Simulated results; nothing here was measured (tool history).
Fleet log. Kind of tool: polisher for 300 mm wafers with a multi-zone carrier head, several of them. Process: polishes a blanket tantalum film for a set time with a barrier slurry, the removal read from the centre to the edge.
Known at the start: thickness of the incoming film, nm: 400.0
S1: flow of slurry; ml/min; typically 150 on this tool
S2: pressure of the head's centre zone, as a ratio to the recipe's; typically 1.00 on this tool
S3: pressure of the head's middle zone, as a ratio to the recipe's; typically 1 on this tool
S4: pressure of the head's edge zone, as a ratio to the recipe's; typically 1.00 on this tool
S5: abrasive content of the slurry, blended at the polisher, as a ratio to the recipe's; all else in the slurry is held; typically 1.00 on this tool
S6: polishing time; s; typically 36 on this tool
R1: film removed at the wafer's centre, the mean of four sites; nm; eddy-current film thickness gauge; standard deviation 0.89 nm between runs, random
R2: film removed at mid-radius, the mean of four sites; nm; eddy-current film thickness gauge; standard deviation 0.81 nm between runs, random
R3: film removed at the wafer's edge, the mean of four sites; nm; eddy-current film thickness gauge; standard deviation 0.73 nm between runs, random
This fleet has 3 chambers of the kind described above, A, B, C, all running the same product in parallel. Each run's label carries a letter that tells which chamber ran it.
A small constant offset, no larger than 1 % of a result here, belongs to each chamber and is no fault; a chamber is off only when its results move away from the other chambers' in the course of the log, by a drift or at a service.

{"run": "1A", "day": 0.154, "S1": 150, "S2": 1.0, "S3": 1, "S4": 1.0, "S5": 1.0, "S6": 36, "R1": 65.701, "R2": 64.316, "R3": 65.341}
{"run": "2B", "day": 0.379, "S1": 150, "S2": 1.0, "S3": 1, "S4": 1.0, "S5": 1.0, "S6": 36, "R1": 66.012, "R2": 65.503, "R3": 64.595}
{"day": 0.55, "done": "chamber C: worn pad replaced by a new one"}
{"run": "3C", "day": 0.588, "S1": 150, "S2": 1.0, "S3": 1, "S4": 1.0, "S5": 1.0, "S6": 36, "R1": 64.602, "R2": 64.968, "R3": 64.829}
{"run": "4C", "day": 0.738, "S1": 150, "S2": 1.0, "S3": 1, "S4": 1.0, "S5": 1.0, "S6": 36, "R1": 64.683, "R2": 65.271, "R3": 63.943}
{"day": 0.775, "done": "chamber A: worn pad replaced by a new one"}
{"run": "5A", "day": 0.871, "S1": 150, "S2": 1.0, "S3": 1, "S4": 1.0, "S5": 1.0, "S6": 36, "R1": 64.892, "R2": 64.511, "R3": 65.741}
{"run": "6B", "day": 0.975, "S1": 150, "S2": 1.0, "S3": 1, "S4": 1.0, "S5": 0.85, "S6": 36, "R1": 62.958, "R2": 62.72, "R3": 61.701}
{"run": "7C", "day": 1.088, "S1": 150, "S2": 1.0, "S3": 1, "S4": 1.0, "S5": 0.85, "S6": 36, "R1": 62.53, "R2": 59.927, "R3": 61.241}
{"run": "8A", "day": 1.304, "S1": 150, "S2": 1.0, "S3": 1, "S4": 1.0, "S5": 0.85, "S6": 36, "R1": 60.007, "R2": 62.98, "R3": 63.17}
{"run": "9B", "day": 1.467, "S1": 150, "S2": 1.0, "S3": 1, "S4": 1.0, "S5": 1.0, "S6": 36, "R1": 65.788, "R2": 65.632, "R3": 63.649}
{"run": "10A", "day": 1.654, "S1": 150, "S2": 1.0, "S3": 1, "S4": 1.0, "S5": 1.0, "S6": 36, "R1": 65.291, "R2": 64.089, "R3": 64.921}
{"run": "11C", "day": 1.85, "S1": 150, "S2": 1.0, "S3": 1, "S4": 1.0, "S5": 1.0, "S6": 36, "R1": 64.922, "R2": 63.579, "R3": 65.26}
{"run": "12B", "day": 2.079, "S1": 150, "S2": 1.0, "S3": 1, "S4": 1.0, "S5": 1.0, "S6": 36, "R1": 65.538, "R2": 65.538, "R3": 65.376}
{"run": "13B", "day": 2.304, "S1": 150, "S2": 1.0, "S3": 1, "S4": 1.0, "S5": 1.0, "S6": 36, "R1": 64.028, "R2": 64.362, "R3": 64.997}
{"run": "14C", "day": 2.525, "S1": 150, "S2": 1.0, "S3": 1, "S4": 0.95, "S5": 1.0, "S6": 36, "R1": 64.773, "R2": 64.505, "R3": 61.957}
{"run": "15A", "day": 2.733, "S1": 150, "S2": 1.0, "S3": 1, "S4": 0.95, "S5": 1.0, "S6": 36, "R1": 64.111, "R2": 66.04, "R3": 61.917}
{"day": 2.908, "done": "chamber B: worn pad replaced by a new one"}
{"run": "16A", "day": 2.938, "S1": 150, "S2": 1.0, "S3": 1, "S4": 0.95, "S5": 1.0, "S6": 36, "R1": 63.94, "R2": 64.231, "R3": 62.382}
{"run": "17C", "day": 3.125, "S1": 150, "S2": 1.0, "S3": 1, "S4": 1.0, "S5": 1.0, "S6": 36, "R1": 64.562, "R2": 63.318, "R3": 64.234}
{"run": "18B", "day": 3.275, "S1": 150, "S2": 1.07, "S3": 1, "S4": 1.0, "S5": 1.0, "S6": 36, "R1": 70.859, "R2": 65.027, "R3": 65.235}
{"run": "19A", "day": 3.471, "S1": 150, "S2": 1.07, "S3": 1, "S4": 1.0, "S5": 1.0, "S6": 36, "R1": 70.339, "R2": 64.021, "R3": 64.593}
{"day": 3.517, "done": "chamber C: worn pad replaced by a new one"}
{"run": "20B", "day": 3.617, "S1": 150, "S2": 1.07, "S3": 1, "S4": 1.0, "S5": 1.0, "S6": 36, "R1": 70.67, "R2": 65.599, "R3": 64.526}
{"run": "21C", "day": 3.825, "S1": 150, "S2": 1.0, "S3": 1, "S4": 1.0, "S5": 1.0, "S6": 36, "R1": 62.502, "R2": 64.791, "R3": 64.503}
{"day": 3.988, "done": "chamber A: worn pad replaced by a new one"}
{"run": "22C", "day": 4.0, "S1": 150, "S2": 1.0, "S3": 1, "S4": 1.0, "S5": 1.0, "S6": 36, "R1": 64.63, "R2": 66.349, "R3": 66.081}
{"run": "23B", "day": 4.183, "S1": 150, "S2": 1.0, "S3": 1, "S4": 1.0, "S5": 1.0, "S6": 36, "R1": 64.803, "R2": 66.013, "R3": 65.981}
{"run": "24A", "day": 4.375, "S1": 150, "S2": 1.0, "S3": 1, "S4": 1.0, "S5": 1.0, "S6": 36, "R1": 63.863, "R2": 64.403, "R3": 65.503}
{"run": "25A", "day": 4.538, "S1": 150, "S2": 1.0, "S3": 1, "S4": 1.0, "S5": 1.0, "S6": 36, "R1": 63.794, "R2": 65.424, "R3": 65.633}
{"run": "26C", "day": 4.692, "S1": 150, "S2": 1.0, "S3": 1, "S4": 1.0, "S5": 1.0, "S6": 36, "R1": 64.79, "R2": 66.504, "R3": 63.215}
{"run": "27B", "day": 4.854, "S1": 150, "S2": 1.0, "S3": 1, "S4": 1.0, "S5": 1.0, "S6": 36, "R1": 65.461, "R2": 64.547, "R3": 64.818}

Which is it: a chamber that has drifted or been left off by a service, a gauge drift common to all chambers, or only each chamber's usual small offset? If a chamber is off, name it and its likeliest cause.

Beyond each chamber's small constant offset nothing stands out, and the gauge stays steady.

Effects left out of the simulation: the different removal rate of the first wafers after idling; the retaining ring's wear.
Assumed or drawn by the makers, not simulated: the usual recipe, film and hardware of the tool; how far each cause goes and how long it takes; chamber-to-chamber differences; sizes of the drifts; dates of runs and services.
